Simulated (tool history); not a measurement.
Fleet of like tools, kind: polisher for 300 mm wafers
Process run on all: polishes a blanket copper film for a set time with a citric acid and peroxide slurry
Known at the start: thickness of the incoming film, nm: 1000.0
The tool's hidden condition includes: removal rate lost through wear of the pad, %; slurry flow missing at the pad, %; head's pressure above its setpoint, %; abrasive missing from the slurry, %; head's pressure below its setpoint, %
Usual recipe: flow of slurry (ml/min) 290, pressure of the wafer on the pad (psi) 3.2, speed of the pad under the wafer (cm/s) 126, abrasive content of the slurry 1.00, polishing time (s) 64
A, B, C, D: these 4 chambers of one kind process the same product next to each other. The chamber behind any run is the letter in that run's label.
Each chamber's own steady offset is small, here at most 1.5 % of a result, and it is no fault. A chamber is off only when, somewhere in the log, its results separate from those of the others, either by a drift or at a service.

run	hour	flow of slurry (ml/min)	pressure of the wafer on the pad (psi)	speed of the pad under the wafer (cm/s)	abrasive content of the slurry	polishing time (s)	wafers polished on this pad	hours since the slurry nozzle was cleaned	hours since the head pressure was calibrated	hours since the slurry blender was calibrated	film removed (nm)
# hour 0.2: chamber D: worn pad replaced by a new one
# hour 0.3: chamber D: slurry blender recalibrated
1B	9.3	290	3.2	126	1.00	64	211	222.4	129.0	92.5	163.22
# hour 12.0: chamber C: worn pad replaced by a new one
2D	18.5	290	3.2	126	1.00	64	207	98.7	34.0	18.2	162.07
3C	27.7	290	3.2	126	1.00	64	177	526.9	129.5	240.7	159.09
4A	38.4	290	3.2	126	1.00	64	962	70.2	395.3	163.8	163.12
# hour 42.8: chamber B: slurry blender recalibrated
# hour 45.5: chamber A: worn pad replaced by a new one
5B	50.8	290	3.2	126	1.00	64	679	263.9	170.5	8.1	157.44
6A	59.9	290	3.2	126	1.00	64	163	91.7	416.8	185.3	162.81
# hour 63.1: chamber A: slurry blender recalibrated
7D	71.9	290	3.2	126	1.00	64	809	152.1	87.4	71.6	157.57
8C	85.6	290	3.2	126	0.70	64	831	584.8	187.4	298.6	143.92
# hour 90.4: chamber B: worn pad replaced by a new one
9C	92.8	290	3.2	126	0.70	64	912	592.0	194.6	305.8	148.05
# hour 103.8: chamber D: worn pad replaced by a new one
10A	107.5	290	3.2	126	0.70	64	700	139.3	464.4	44.5	152.69
# hour 114.5: chamber C: worn pad replaced by a new one
11D	117.3	290	3.2	126	0.70	64	152	197.5	132.8	117.0	146.86
12B	126.4	290	3.2	126	1.00	64	407	339.5	246.1	83.7	155.49
13C	134.9	290	3.2	126	1.00	64	230	634.1	236.7	347.9	162.24
# hour 142.3: chamber A: worn pad replaced by a new one
14B	145.5	290	3.2	126	1.00	64	622	358.6	265.2	102.8	155.62
# hour 154.7: chamber A: head pressure recalibrated
15A	155.5	290	3.2	126	1.00	64	149	187.3	0.9	92.5	180.37
# hour 163.3: chamber B: slurry blender recalibrated
16D	164.3	290	3.2	126	1.00	64	683	244.5	179.8	164.0	161.23
17A	176.9	290	3.2	126	1.00	64	391	208.7	22.3	113.9	180.57
18B	183.4	290	3.2	126	0.75	64	1050	396.5	303.1	20.1	148.82
# hour 188.4: chamber B: worn pad replaced by a new one
19D	192.4	290	3.2	126	0.75	64	1000	272.6	207.9	192.1	151.14
20C	204.6	290	3.2	126	0.75	64	1017	703.8	306.4	417.6	151.44
21A	218.2	290	3.2	126	0.75	64	857	250.0	63.6	155.2	165.01
# hour 224.8: chamber C: slurry nozzle cleaned
# hour 229.6: chamber A: slurry nozzle cleaned
# hour 231.3: chamber D: worn pad replaced by a new one
22B	232.6	290	3.2	126	1.00	64	499	445.7	352.3	69.3	156.28
# hour 234.7: chamber C: worn pad replaced by a new one
23C	241.7	290	3.2	126	1.00	64	79	17.0	343.5	454.7	162.53
# hour 244.0: chamber C: slurry blender recalibrated
24D	248.7	290	3.2	126	1.00	64	196	328.9	264.2	248.4	161.48
# hour 251.5: chamber A: slurry blender recalibrated
# hour 256.7: chamber A: worn pad replaced by a new one
25D	262.6	290	3.2	126	1.00	64	353	342.8	278.1	262.3	161.33
26A	275.6	290	3.2	126	1.00	64	213	46.1	121.0	24.1	174.83
27C	286.2	290	3.2	126	1.00	64	581	61.5	388.0	42.2	163.15
# hour 289.6: chamber B: slurry blender recalibrated
28B	293.6	290	3.2	126	1.00	64	1187	506.7	413.3	4.0	155.05
# hour 304.6: chamber B: worn pad replaced by a new one
29D	306.1	290	3.2	126	1.00	64	844	386.3	321.6	305.8	161.73
30A	314.4	290	3.2	126	1.00	64	651	84.9	159.8	62.9	173.14
# hour 319.8: chamber B: slurry nozzle cleaned
31C	324.7	290	3.2	126	1.00	64	1016	100.0	426.5	80.7	161.20
# hour 328.3: chamber C: worn pad replaced by a new one
# hour 329.5: chamber C: head pressure recalibrated
# hour 332.0: chamber D: worn pad replaced by a new one
32B	334.8	290	3.2	126	1.00	64	341	15.1	454.5	45.2	160.53
# hour 344.4: chamber A: worn pad replaced by a new one
33B	349.6	290	3.2	126	1.00	64	508	29.9	469.3	60.0	156.10
34C	358.0	290	3.2	126	1.00	64	336	133.3	28.5	114.0	161.49
# hour 364.7: chamber D: slurry nozzle cleaned
35A	373.0	290	3.2	126	1.00	64	323	143.5	218.4	121.5	181.19
36D	382.7	290	3.2	126	0.75	64	572	18.0	398.2	382.4	151.91
37B	391.3	290	3.2	126	0.75	64	979	71.6	511.0	101.7	145.21
38D	404.7	290	3.2	126	0.75	64	820	40.0	420.2	404.4	149.90
39A	413.9	290	3.2	126	0.75	64	784	184.4	259.3	162.4	164.04
40C	423.7	290	3.2	126	1.00	64	1077	199.0	94.2	179.7	159.18

Decide between three cases: one chamber stands off from its peers, the gauge reading all wafers drifts, or nothing is wrong past each chamber's small offset. Where a chamber is off, say which and what most likely put it there.

The work done on chamber A during a service left it standing apart from the others.
Cause: head's pressure above its setpoint, % = 9.75.

Which of the 4 candidates below, each the usual settings with something changed and its results left as question marks, puts chamber A back in line with what the other chambers give on the usual settings?
A result is in line if it is within this distance of the other chambers' mean on the usual settings: film removed (nm) 7.20
41A-1	434.4	290	3.2	128	1.00	65					?
41A-2	434.4	290	3.2	120	1.00	61					?
41A-3	434.4	290	3.1	126	1.00	64					?
41A-4	434.4	290	3.4	126	1.00	67					?

On the usual settings, the other chambers give on average: film removed (nm) 158.47
run	film removed (nm)
41A-1	182.04
41A-2	160.31
41A-3	171.11
41A-4	195.99
41A-2 is the one that brings the chamber's results back in line with the other chambers.
